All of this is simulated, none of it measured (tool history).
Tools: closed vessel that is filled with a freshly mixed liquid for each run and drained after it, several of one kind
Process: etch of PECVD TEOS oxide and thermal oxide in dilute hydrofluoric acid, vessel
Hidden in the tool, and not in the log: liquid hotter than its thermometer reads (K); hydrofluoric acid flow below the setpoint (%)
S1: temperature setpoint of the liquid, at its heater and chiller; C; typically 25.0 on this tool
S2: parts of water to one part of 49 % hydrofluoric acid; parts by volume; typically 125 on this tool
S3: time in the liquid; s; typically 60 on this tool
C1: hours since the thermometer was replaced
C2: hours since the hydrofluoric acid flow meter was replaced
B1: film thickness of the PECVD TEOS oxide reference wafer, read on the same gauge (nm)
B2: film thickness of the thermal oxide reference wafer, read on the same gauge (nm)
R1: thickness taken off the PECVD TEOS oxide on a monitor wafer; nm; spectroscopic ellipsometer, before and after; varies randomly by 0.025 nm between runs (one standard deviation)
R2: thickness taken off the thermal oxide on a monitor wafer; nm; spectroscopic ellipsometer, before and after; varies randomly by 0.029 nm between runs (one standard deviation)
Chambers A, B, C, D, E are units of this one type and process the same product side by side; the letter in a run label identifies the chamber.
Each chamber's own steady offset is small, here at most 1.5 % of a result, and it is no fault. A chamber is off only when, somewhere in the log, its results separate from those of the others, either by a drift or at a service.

Run 1E, hour 6.9: usual settings; C1 2437.7; C2 90.1; B1 100.010; B2 30.017. Result: R1 5.8091 nm, R2 2.2231 nm.
Run 2C, hour 20.3: usual settings; C1 825.9; C2 351.2; B1 99.985; B2 30.040. Result: R1 5.8388 nm, R2 2.2213 nm.
Run 3D, hour 33.9: usual settings; C1 1179.5; C2 655.1; B1 99.968; B2 29.978. Result: R1 5.9252 nm, R2 2.2368 nm.
Run 4B, hour 43.4: usual settings; C1 2144.6; C2 1776.7; B1 100.020; B2 30.024. Result: R1 5.8284 nm, R2 2.2110 nm.
Run 5A, hour 51.1: usual settings; C1 502.3; C2 1809.6; B1 99.996; B2 30.012. Result: R1 5.8032 nm, R2 2.1922 nm.
Run 6E, hour 58.8: usual settings; C1 2489.6; C2 142.0; B1 99.993; B2 30.005. Result: R1 5.8232 nm, R2 2.2374 nm.
At hour 60.3: chamber E: thermometer replaced.
Run 7D, hour 72.4: usual settings; C1 1218.0; C2 693.6; B1 100.060; B2 30.039. Result: R1 5.9148 nm, R2 2.2267 nm.
At hour 73.4: chamber B: thermometer replaced.
Run 8C, hour 85.7: usual settings; C1 891.3; C2 416.6; B1 100.000; B2 29.955. Result: R1 5.8720 nm, R2 2.2572 nm.
At hour 86.4: chamber B: hydrofluoric acid flow meter replaced.
Run 9A, hour 95.6: usual settings; C1 546.8; C2 1854.1; B1 100.000; B2 30.001. Result: R1 5.7842 nm, R2 2.2162 nm.
Run 10B, hour 105.9: usual settings; C1 32.5; C2 19.6; B1 100.020; B2 29.960. Result: R1 5.8872 nm, R2 2.2258 nm.
Run 11B, hour 121.0: usual settings; C1 47.6; C2 34.7; B1 100.010; B2 29.992. Result: R1 5.8846 nm, R2 2.2634 nm.
At hour 125.2: chamber C: thermometer replaced.
Run 12A, hour 133.9: usual settings but S2 65 parts by volume, S3 80 s; C1 585.1; C2 1892.4; B1 99.944; B2 29.994. Result: R1 15.9780 nm, R2 6.0230 nm.
Run 13D, hour 145.0: usual settings but S2 65 parts by volume, S3 80 s; C1 1290.6; C2 766.2; B1 99.995; B2 29.989. Result: R1 16.2570 nm, R2 6.0204 nm.
Run 14E, hour 158.5: usual settings but S2 65 parts by volume, S3 80 s; C1 98.2; C2 241.7; B1 100.040; B2 30.006. Result: R1 15.9590 nm, R2 6.2027 nm.
Run 15C, hour 173.8: usual settings but S2 65 parts by volume, S3 80 s; C1 48.7; C2 504.7; B1 99.997; B2 29.994. Result: R1 16.1370 nm, R2 6.1908 nm.
Run 16E, hour 182.5: usual settings but S2 65 parts by volume, S3 80 s; C1 122.2; C2 265.7; B1 100.050; B2 29.985. Result: R1 15.8580 nm, R2 6.1956 nm.
Run 17B, hour 197.2: usual settings; C1 123.8; C2 110.9; B1 99.981; B2 30.065. Result: R1 5.8774 nm, R2 2.2299 nm.
Run 18D, hour 207.6: usual settings; C1 1353.2; C2 828.8; B1 100.020; B2 30.003. Result: R1 5.8962 nm, R2 2.2241 nm.
Run 19C, hour 221.6: usual settings; C1 96.5; C2 552.5; B1 100.040; B2 30.005. Result: R1 5.8512 nm, R2 2.2596 nm.
Run 20A, hour 231.7: usual settings; C1 682.9; C2 1990.2; B1 99.968; B2 29.969. Result: R1 5.8198 nm, R2 2.2367 nm.
Run 21E, hour 240.5: usual settings; C1 180.2; C2 323.7; B1 99.988; B2 30.029. Result: R1 5.8079 nm, R2 2.2687 nm.
Run 22A, hour 251.6: usual settings; C1 702.8; C2 2010.1; B1 99.934; B2 29.972. Result: R1 5.7181 nm, R2 2.2195 nm.
Run 23D, hour 266.5: usual settings but S2 80 parts by volume; C1 1412.1; C2 887.7; B1 99.975; B2 29.990. Result: R1 9.6635 nm, R2 3.6297 nm.
Run 24B, hour 280.7: usual settings but S2 80 parts by volume; C1 207.3; C2 194.4; B1 99.980; B2 29.973. Result: R1 9.6619 nm, R2 3.7642 nm.
Run 25C, hour 291.3: usual settings but S2 80 parts by volume; C1 166.2; C2 622.2; B1 99.983; B2 30.028. Result: R1 9.5517 nm, R2 3.6998 nm.
Run 26C, hour 300.7: usual settings but S2 80 parts by volume; C1 175.6; C2 631.6; B1 100.010; B2 29.966. Result: R1 9.7038 nm, R2 3.7512 nm.
Run 27B, hour 310.8: usual settings but S2 80 parts by volume; C1 237.4; C2 224.5; B1 100.010; B2 29.975. Result: R1 9.7559 nm, R2 3.8386 nm.
Run 28D, hour 325.4: usual settings; C1 1471.0; C2 946.6; B1 99.998; B2 29.985. Result: R1 5.9287 nm, R2 2.2666 nm.
Run 29A, hour 332.4: usual settings but S1 20.5 C, S2 95 parts by volume; C1 783.6; C2 2090.9; B1 100.020; B2 30.062. Result: R1 6.5736 nm, R2 2.5532 nm.
At hour 343.2: chamber A: hydrofluoric acid flow meter replaced.
Run 30E, hour 345.2: usual settings but S1 20.5 C, S2 95 parts by volume; C1 284.9; C2 428.4; B1 99.980; B2 29.986. Result: R1 6.6198 nm, R2 2.5422 nm.
Run 31D, hour 352.0: usual settings but S1 20.5 C, S2 95 parts by volume; C1 1497.6; C2 973.2; B1 99.995; B2 29.973. Result: R1 6.7204 nm, R2 2.5188 nm.
Run 32E, hour 364.4: usual settings but S1 20.5 C, S2 95 parts by volume; C1 304.1; C2 447.6; B1 99.982; B2 29.961. Result: R1 6.6367 nm, R2 2.5511 nm.
Run 33C, hour 377.2: usual settings but S1 20.5 C, S2 95 parts by volume; C1 252.1; C2 708.1; B1 100.040; B2 29.983. Result: R1 6.6593 nm, R2 2.5711 nm.
Run 34B, hour 388.5: usual settings; C1 315.1; C2 302.2; B1 100.030; B2 29.975. Result: R1 5.8768 nm, R2 2.3018 nm.
Run 35A, hour 399.6: usual settings; C1 850.8; C2 56.4; B1 100.000; B2 29.975. Result: R1 5.7458 nm, R2 2.2340 nm.
Run 36C, hour 409.2: usual settings; C1 284.1; C2 740.1; B1 99.969; B2 29.983. Result: R1 5.8478 nm, R2 2.2177 nm.
Run 37D, hour 418.2: usual settings; C1 1563.8; C2 1039.4; B1 99.972; B2 30.000. Result: R1 5.8935 nm, R2 2.2284 nm.
Run 38E, hour 428.0: usual settings; C1 367.7; C2 511.2; B1 100.010; B2 29.978. Result: R1 5.7921 nm, R2 2.2194 nm.
Run 39B, hour 436.5: usual settings; C1 363.1; C2 350.2; B1 99.992; B2 30.052. Result: R1 5.8381 nm, R2 2.2535 nm.
Run 40A, hour 450.1: usual settings; C1 901.3; C2 106.9; B1 99.998; B2 29.960. Result: R1 5.7358 nm, R2 2.2257 nm.
Run 41B, hour 464.5: usual settings but S1 22.0 C, S3 45 s; C1 391.1; C2 378.2; B1 100.010; B2 30.034. Result: R1 3.9346 nm, R2 1.5067 nm.
Run 42C, hour 479.6: usual settings but S1 22.0 C, S3 45 s; C1 354.5; C2 810.5; B1 100.010; B2 29.960. Result: R1 3.8859 nm, R2 1.5320 nm.

Does one chamber stand apart from the rest, does the shared gauge drift, or is all well apart from small per-chamber offsets? Give the chamber and the most likely cause, where there is one.

No chamber is off and the gauge is stable; the differences are just each chamber's small, constant offset.
